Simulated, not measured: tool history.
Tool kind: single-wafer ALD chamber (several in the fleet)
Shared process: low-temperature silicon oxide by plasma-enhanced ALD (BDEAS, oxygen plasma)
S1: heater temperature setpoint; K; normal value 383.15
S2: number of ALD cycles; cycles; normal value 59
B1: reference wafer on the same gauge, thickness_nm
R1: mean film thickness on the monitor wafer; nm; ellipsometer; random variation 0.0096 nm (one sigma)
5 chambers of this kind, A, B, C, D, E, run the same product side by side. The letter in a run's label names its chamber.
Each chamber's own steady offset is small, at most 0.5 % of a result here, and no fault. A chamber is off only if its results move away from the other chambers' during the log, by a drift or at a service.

| run | hour | S1 | S2 | B1 | R1 |
|---|---|---|---|---|---|
| 1A | 10.0 | 383.15 | 59 | 8.4794 | 8.3332 |
| 2D | 19.9 | 383.15 | 59 | 8.4814 | 8.2879 |
| 3B | 27.5 | 383.15 | 59 | 8.4839 | 8.3056 |
| 4C | 35.0 | 383.15 | 59 | 8.4836 | 8.2962 |
| 5E | 46.8 | 383.15 | 59 | 8.4864 | 8.2916 |
| 6D | 54.2 | 383.15 | 59 | 8.4837 | 8.2882 |
| 7A | 68.0 | 383.15 | 59 | 8.4866 | 8.3256 |
| 8C | 82.1 | 383.15 | 59 | 8.4885 | 8.2726 |
| 9B | 89.3 | 383.15 | 59 | 8.4881 | 8.3074 |
| 10E | 97.5 | 383.15 | 59 | 8.4919 | 8.3019 |
|  | 110.9 | chamber B: thermocouple changed; heater temperature recalibrated |
| 11A | 111.8 | 383.15 | 59 | 8.4918 | 8.3212 |
| 12B | 125.9 | 396.15 | 51 | 8.4937 | 7.0200 |
| 13C | 139.4 | 396.15 | 51 | 8.4923 | 7.0018 |
| 14E | 151.7 | 396.15 | 51 | 8.4970 | 7.0112 |
| 15D | 162.9 | 396.15 | 51 | 8.4978 | 7.0028 |
| 16A | 170.6 | 396.15 | 51 | 8.4975 | 7.0138 |
| 17C | 178.4 | 383.15 | 59 | 8.4984 | 8.2924 |
| 18B | 187.7 | 393.15 | 59 | 8.4999 | 8.1676 |
| 19E | 202.5 | 393.15 | 59 | 8.5015 | 8.1459 |
| 20D | 217.5 | 393.15 | 59 | 8.5003 | 8.1505 |
| 21E | 228.4 | 393.15 | 59 | 8.5008 | 8.1626 |
| 22B | 240.1 | 393.15 | 59 | 8.5039 | 8.1791 |
| 23C | 247.5 | 383.15 | 59 | 8.5068 | 8.2999 |
| 24D | 260.0 | 383.15 | 59 | 8.5086 | 8.2874 |
| 25A | 269.1 | 383.15 | 59 | 8.5091 | 8.3575 |
| 26B | 275.8 | 383.15 | 59 | 8.5093 | 8.3234 |
| 27C | 283.6 | 383.15 | 59 | 8.5097 | 8.3188 |
| 28D | 298.2 | 383.15 | 59 | 8.5108 | 8.3314 |
| 29A | 307.3 | 383.15 | 59 | 8.5098 | 8.3509 |
| 30E | 317.6 | 383.15 | 59 | 8.5111 | 8.3339 |
| 31C | 332.2 | 383.15 | 59 | 8.5114 | 8.3046 |
| 32E | 342.5 | 383.15 | 59 | 8.5163 | 8.3303 |
| 33A | 355.9 | 383.15 | 59 | 8.5164 | 8.3460 |
| 34D | 368.0 | 383.15 | 59 | 8.5176 | 8.3104 |
| 35B | 379.5 | 383.15 | 59 | 8.5189 | 8.3536 |

Read the log: is a single chamber off, either drifting away or since a service, is the gauge that measures every chamber drifting, or is nothing wrong beyond small per-chamber offsets? Name any odd chamber and what most likely caused it.

No chamber is off; the gauge reading every chamber's wafers drifts, which makes the whole fleet appear to move together.
Most likely cause: gauge reads high (%) = 0.476.
